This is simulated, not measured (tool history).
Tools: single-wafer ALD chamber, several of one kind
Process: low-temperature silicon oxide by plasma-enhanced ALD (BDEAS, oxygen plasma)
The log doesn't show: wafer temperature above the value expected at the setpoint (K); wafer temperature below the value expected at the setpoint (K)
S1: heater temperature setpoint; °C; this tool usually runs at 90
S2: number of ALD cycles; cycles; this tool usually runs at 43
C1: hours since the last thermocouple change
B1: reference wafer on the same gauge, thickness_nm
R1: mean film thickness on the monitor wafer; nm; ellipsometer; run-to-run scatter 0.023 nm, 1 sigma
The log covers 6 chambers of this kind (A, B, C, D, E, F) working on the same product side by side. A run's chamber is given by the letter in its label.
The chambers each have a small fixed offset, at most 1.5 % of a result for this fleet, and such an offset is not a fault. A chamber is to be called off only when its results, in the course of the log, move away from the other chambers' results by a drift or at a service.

| run | hour | S1 | S2 | C1 | B1 | R1 |
|---|---|---|---|---|---|---|
| 1A | 5.3 | 90 | 43 | 84.4 | 5.9582 | 6.4105 |
| 2C | 15 | 90 | 43 | 979.6 | 5.9594 | 6.405 |
| 3F | 21.6 | 90 | 43 | 2610.4 | 5.9608 | 6.4353 |
| 4E | 31.7 | 90 | 43 | 161.2 | 5.9627 | 6.445 |
| 5D | 37.7 | 90 | 43 | 1781.9 | 5.9628 | 6.3893 |
| 6B | 48.6 | 90 | 43 | 69.4 | 5.9597 | 6.3576 |
| 7E | 56.5 | 90 | 43 | 186 | 5.9637 | 6.4306 |
| 8C | 64.4 | 90 | 43 | 1029 | 5.961 | 6.3834 |
| 9D | 72.6 | 90 | 43 | 1816.8 | 5.9577 | 6.4343 |
| 10F | 78.5 | 90 | 43 | 2667.3 | 5.9596 | 6.4 |
| 11A | 90 | 90 | 36 | 169.1 | 5.9558 | 5.3618 |
| 12B | 100.7 | 90 | 36 | 121.5 | 5.9642 | 5.3439 |
| 13C | 109.9 | 90 | 36 | 1074.5 | 5.9634 | 5.3208 |
| 14B | 115.4 | 90 | 36 | 136.2 | 5.9614 | 5.3205 |
| 15D | 125.3 | 90 | 36 | 1869.5 | 5.9577 | 5.3628 |
| 16A | 132.2 | 90 | 36 | 211.3 | 5.9572 | 5.3492 |
|  | 133.5 | chamber F: thermocouple changed; heater temperature recalibrated |
| 17F | 139.6 | 90 | 43 | 6.1 | 5.9628 | 6.3971 |
| 18E | 150.5 | 90 | 43 | 280 | 5.9589 | 6.4307 |
| 19E | 156 | 90 | 43 | 285.5 | 5.9584 | 6.418 |
| 20B | 167.6 | 90 | 43 | 188.4 | 5.9532 | 6.3352 |
| 21F | 172.9 | 90 | 43 | 39.4 | 5.9594 | 6.4029 |
| 22D | 181.7 | 90 | 43 | 1925.9 | 5.9577 | 6.3987 |
| 23C | 192.9 | 90 | 43 | 1157.5 | 5.9639 | 6.3961 |
| 24A | 202.7 | 90 | 43 | 281.8 | 5.9643 | 6.3673 |
| 25B | 209.2 | 90 | 43 | 230 | 5.9527 | 6.3143 |
| 26A | 216 | 101 | 48 | 295.1 | 5.9581 | 6.8683 |
| 27E | 224.9 | 101 | 48 | 354.4 | 5.9557 | 6.9189 |
|  | 227.3 | chamber D: thermocouple changed; heater temperature recalibrated |
| 28F | 235.8 | 101 | 48 | 102.3 | 5.9602 | 6.8903 |
| 29D | 246.5 | 101 | 48 | 19.2 | 5.9609 | 6.8523 |
| 30C | 252.6 | 101 | 48 | 1217.2 | 5.957 | 6.8091 |
| 31C | 259.2 | 101 | 48 | 1223.8 | 5.9582 | 6.8779 |
| 32A | 267.9 | 90 | 43 | 347 | 5.9575 | 6.4118 |
| 33F | 273.2 | 90 | 43 | 139.7 | 5.9594 | 6.4082 |
| 34D | 279.9 | 90 | 43 | 52.6 | 5.9611 | 6.4137 |
| 35B | 287.3 | 90 | 43 | 308.1 | 5.9617 | 6.3533 |
| 36E | 293.1 | 90 | 43 | 422.6 | 5.9566 | 6.3856 |
| 37A | 304.9 | 90 | 43 | 384 | 5.9535 | 6.3711 |
| 38F | 312.4 | 90 | 43 | 178.9 | 5.9573 | 6.4074 |
| 39E | 320.5 | 90 | 43 | 450 | 5.9561 | 6.4471 |
| 40D | 331.8 | 90 | 43 | 104.5 | 5.9632 | 6.4192 |
| 41C | 340.5 | 90 | 43 | 1305.1 | 5.9579 | 6.4036 |
| 42B | 352.3 | 90 | 43 | 373.1 | 5.9592 | 6.3202 |
| 43B | 363.6 | 90 | 43 | 384.4 | 5.962 | 6.3595 |
| 44A | 373.7 | 90 | 43 | 452.8 | 5.9603 | 6.3748 |

Is one chamber out of step, is the gauge drifting, or do the chambers differ by no more than their own small offsets? For an off chamber, give its letter and the likeliest cause.

No chamber is off and the gauge is stable; the differences are just each chamber's small, constant offset.
